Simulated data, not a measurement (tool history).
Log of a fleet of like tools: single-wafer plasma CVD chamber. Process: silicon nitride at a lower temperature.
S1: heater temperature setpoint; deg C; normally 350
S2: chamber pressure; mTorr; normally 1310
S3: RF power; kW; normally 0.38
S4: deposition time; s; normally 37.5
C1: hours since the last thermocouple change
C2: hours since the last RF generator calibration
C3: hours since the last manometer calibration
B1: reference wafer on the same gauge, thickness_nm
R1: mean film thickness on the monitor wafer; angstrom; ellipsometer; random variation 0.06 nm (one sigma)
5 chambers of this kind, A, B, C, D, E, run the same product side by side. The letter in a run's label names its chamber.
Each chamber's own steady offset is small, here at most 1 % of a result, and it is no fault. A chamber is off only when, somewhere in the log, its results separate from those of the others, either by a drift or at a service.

run	hour	S1	S2	S3	S4	C1	C2	C3	B1	R1
# hour 0.2: chamber A: capacitance manometer re-zeroed and calibrated
1A	7.9	350	1310	0.38	37.5	2488.4	191.7	7.7	46.106	484.24
2D	16	350	1310	0.38	37.5	713	698.7	1017.3	46.079	488.8
3E	27.8	350	1310	0.38	37.5	430.7	1497	1347.9	46.079	485.63
4C	35.5	350	1310	0.38	37.5	484.1	280.3	362.3	46.072	485.1
5B	44	350	1310	0.38	37.5	1156.7	73.5	810.5	46.07	480.98
6C	51.2	350	1310	0.38	37.5	499.8	296	378	46.054	486.99
7A	59.6	350	1310	0.38	37.5	2540.1	243.4	59.4	46.046	483.84
8E	72.5	350	1310	0.38	37.5	475.4	1541.7	1392.6	46.043	485.58
9D	86	350	1310	0.38	37.5	783	768.7	1087.3	46.035	489.15
10B	92.7	350	1310	0.38	30.9	1205.4	122.2	859.2	46.029	396.72
11E	99.3	350	1310	0.38	30.9	502.2	1568.5	1419.4	46.009	399.22
12A	107	350	1310	0.38	30.9	2587.5	290.8	106.8	46.008	398.84
13D	113.8	350	1310	0.38	30.9	810.8	796.5	1115.1	46	403.35
14B	120.8	350	1310	0.38	30.9	1233.5	150.3	887.3	45.995	395.61
15C	134.5	350	1310	0.38	37.5	583.1	379.3	461.3	45.986	484.77
16D	141.3	350	1310	0.38	37.5	838.3	824	1142.6	45.983	488.37
17C	151.2	350	1310	0.38	37.5	599.8	396	478	45.971	485.67
18E	158.4	350	1310	0.38	31.5	561.3	1627.6	1478.5	45.976	407.24
19A	167.7	350	1310	0.38	31.5	2648.2	351.5	167.5	45.949	405.57
20B	180.9	350	1310	0.38	31.5	1293.6	210.4	947.4	45.955	403.01
21B	187.6	350	1310	0.38	31.5	1300.3	217.1	954.1	45.942	402.52
22A	194.9	350	1310	0.38	31.5	2675.4	378.7	194.7	45.929	404.7
23E	203.3	350	1310	0.38	37.5	606.2	1672.5	1523.4	45.922	483.08
24D	210	350	1310	0.38	37.5	907	892.7	1211.3	45.926	488.4
25C	219.6	350	1310	0.38	37.5	668.2	464.4	546.4	45.923	484.39
26B	232.3	350	1310	0.38	37.5	1345	261.8	998.8	45.913	479.08
27E	242.1	350	1310	0.38	37.5	645	1711.3	1562.2	45.878	483.57
28C	253.6	350	1310	0.38	37.5	702.2	498.4	580.4	45.885	484.66
29D	264.9	350	1310	0.38	37.5	961.9	947.6	1266.2	45.858	488.22
30A	273.4	350	1310	0.38	37.5	2753.9	457.2	273.2	45.878	481.81

Next, all 5 chambers run the settings below, one line each with question marks for the results. What does each chamber give?
31A	283.5	350	1310	0.325	37.5					?
31B	283.5	350	1310	0.325	37.5					?
31C	283.5	350	1310	0.325	37.5					?
31D	283.5	350	1310	0.325	37.5					?
31E	283.5	350	1310	0.325	37.5					?

run	R1
31A	436.24
31B	433.97
31C	436.93
31D	440.49
31E	436.02

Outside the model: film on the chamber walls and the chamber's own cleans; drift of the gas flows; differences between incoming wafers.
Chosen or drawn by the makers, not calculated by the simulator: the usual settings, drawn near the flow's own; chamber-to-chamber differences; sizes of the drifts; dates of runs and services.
